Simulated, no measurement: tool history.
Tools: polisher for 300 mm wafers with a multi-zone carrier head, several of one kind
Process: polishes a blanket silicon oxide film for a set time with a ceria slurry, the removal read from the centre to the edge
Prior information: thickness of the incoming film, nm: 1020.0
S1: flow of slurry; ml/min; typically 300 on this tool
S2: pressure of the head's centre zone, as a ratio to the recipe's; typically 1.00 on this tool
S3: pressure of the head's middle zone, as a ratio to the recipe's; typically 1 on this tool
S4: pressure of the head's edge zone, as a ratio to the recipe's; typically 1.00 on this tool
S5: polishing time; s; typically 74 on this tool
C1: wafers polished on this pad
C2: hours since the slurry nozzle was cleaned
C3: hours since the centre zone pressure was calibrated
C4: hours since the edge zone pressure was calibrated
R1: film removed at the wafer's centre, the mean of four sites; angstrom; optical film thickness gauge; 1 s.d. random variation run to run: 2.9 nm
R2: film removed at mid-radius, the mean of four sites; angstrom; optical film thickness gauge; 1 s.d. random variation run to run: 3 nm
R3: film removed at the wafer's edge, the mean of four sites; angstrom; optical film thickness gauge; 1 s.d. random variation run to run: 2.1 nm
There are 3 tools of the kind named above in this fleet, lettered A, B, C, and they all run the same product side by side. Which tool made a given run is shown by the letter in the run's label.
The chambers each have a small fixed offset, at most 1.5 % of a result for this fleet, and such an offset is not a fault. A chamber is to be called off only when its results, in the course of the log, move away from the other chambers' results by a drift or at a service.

run,hour,S1,S2,S3,S4,S5,C1,C2,C3,C4,R1,R2,R3
1C,4.1,300,1.00,1,1.00,74,750,81.1,1033.5,219.9,2923.5,2826.5,2894.5
2B,8.9,300,1.00,1,1.00,74,205,628.5,582.0,288.7,2932.3,2878.9,2888.9
# hour 9.3: chamber A: worn pad replaced by a new one
3A,13.1,300,1.00,1,1.00,74,39,357.1,27.1,215.6,2898.7,2917.4,2924.1
4A,18.2,300,1.00,1,1.00,74,91,362.2,32.2,220.7,2889.8,2871.3,2891.1
5C,21.0,200,1.00,1,1.00,74,923,98.0,1050.4,236.8,2750.7,2718.5,2793.6
6B,26.9,200,1.00,1,1.00,74,388,646.5,600.0,306.7,2760.3,2721.3,2783.8
7C,31.4,200,1.00,1,1.00,74,1029,108.4,1060.8,247.2,2744.8,2729.8,2796.8
# hour 32.8: chamber B: edge zone pressure recalibrated
# hour 33.0: chamber B: slurry nozzle cleaned
8B,35.3,300,1.00,1,1.00,74,474,2.3,608.4,2.5,2900.2,2881.1,2901.0
9A,38.2,300,1.00,1,1.00,74,295,382.2,52.2,240.7,2907.1,2908.6,2938.9
10B,43.1,300,1.05,1,1.00,74,554,10.1,616.2,10.3,3124.6,2899.9,2899.8
11A,49.0,300,1.05,1,1.00,74,405,393.0,63.0,251.5,3001.6,2894.8,2890.0
# hour 50.9: chamber C: centre zone pressure recalibrated
12C,52.2,300,1.05,1,1.00,74,1241,129.2,1.4,268.0,3442.3,2858.0,2919.1
# hour 52.5: chamber C: worn pad replaced by a new one
13C,56.0,300,1.00,1,1.00,74,36,133.0,5.2,271.8,3214.4,2878.3,2914.1
14B,59.5,300,1.00,1,1.00,74,721,26.5,632.6,26.7,2938.6,2909.3,2929.5
15A,63.5,300,1.00,1,1.00,74,553,407.5,77.5,266.0,2816.1,2919.3,2846.5
# hour 68.8: chamber A: worn pad replaced by a new one
16B,68.9,300,1.00,1,1.00,74,817,35.9,642.0,36.1,2925.5,2860.7,2921.1
17A,73.9,300,1.00,1,1.00,74,52,417.9,87.9,276.4,2851.5,2899.0,2912.5
18C,77.5,300,0.90,1,0.88,74,255,154.5,26.7,293.3,2855.9,2931.1,2744.4
19C,83.2,300,0.90,1,0.88,74,313,160.2,32.4,299.0,2844.8,2852.5,2696.8
# hour 84.7: chamber B: worn pad replaced by a new one
20A,87.4,300,0.90,1,0.88,74,190,431.4,101.4,289.9,2523.8,2936.0,2705.8
21B,90.7,300,1.00,1,1.00,74,61,57.7,663.8,57.9,2952.2,2919.0,2886.8
22C,94.4,300,1.00,1,1.00,74,428,171.4,43.6,310.2,3199.3,2876.8,2935.2
23A,99.2,300,1.00,1,1.00,74,310,443.2,113.2,301.7,2900.9,2889.4,2890.1
24B,104.8,300,1.00,1,1.00,74,205,71.8,677.9,72.0,2940.5,2886.8,2874.0
25B,110.9,300,1.00,1,1.00,74,267,77.9,684.0,78.1,2902.7,2883.1,2876.7
26A,114.6,300,1.00,1,1.00,74,467,458.6,128.6,317.1,2861.7,2835.2,2928.1
# hour 118.9: chamber A: worn pad replaced by a new one
27C,120.8,300,1.00,1,1.00,74,697,197.8,70.0,336.6,3160.6,2906.6,2945.9
28A,125.2,215,1.00,1,1.00,74,64,469.2,139.2,327.7,2748.2,2803.8,2785.2
29B,129.6,215,1.00,1,1.00,74,458,96.6,702.7,96.8,2770.6,2801.9,2818.1
30C,134.1,215,1.00,1,1.00,74,833,211.1,83.3,349.9,3023.7,2686.6,2832.9
31C,140.4,300,1.00,1,1.00,74,897,217.4,89.6,356.2,3173.0,2905.5,2894.6
32A,143.4,300,1.00,1,1.00,74,250,487.4,157.4,345.9,2834.0,2902.9,2889.0
33B,149.4,300,1.00,1,1.00,74,660,116.4,722.5,116.6,2920.2,2878.2,2889.5
34B,154.8,300,1.00,1,1.00,74,715,121.8,727.9,122.0,2939.8,2902.0,2912.4
35A,158.1,300,1.00,1,1.00,74,400,502.1,172.1,360.6,2799.9,2926.6,2888.6

Each of the 3 chambers runs these same settings next. Fill in every chamber's results:
36A,162.7,300,0.92,1,1.00,74,,,,,?,?,?
36B,162.7,300,0.92,1,1.00,74,,,,,?,?,?
36C,162.7,300,0.92,1,1.00,74,,,,,?,?,?

run,R1,R2,R3
36A,2583.8,2837.5,2870.5
36B,2627.6,2845.6,2883.0
36C,2933.0,2912.5,2952.1
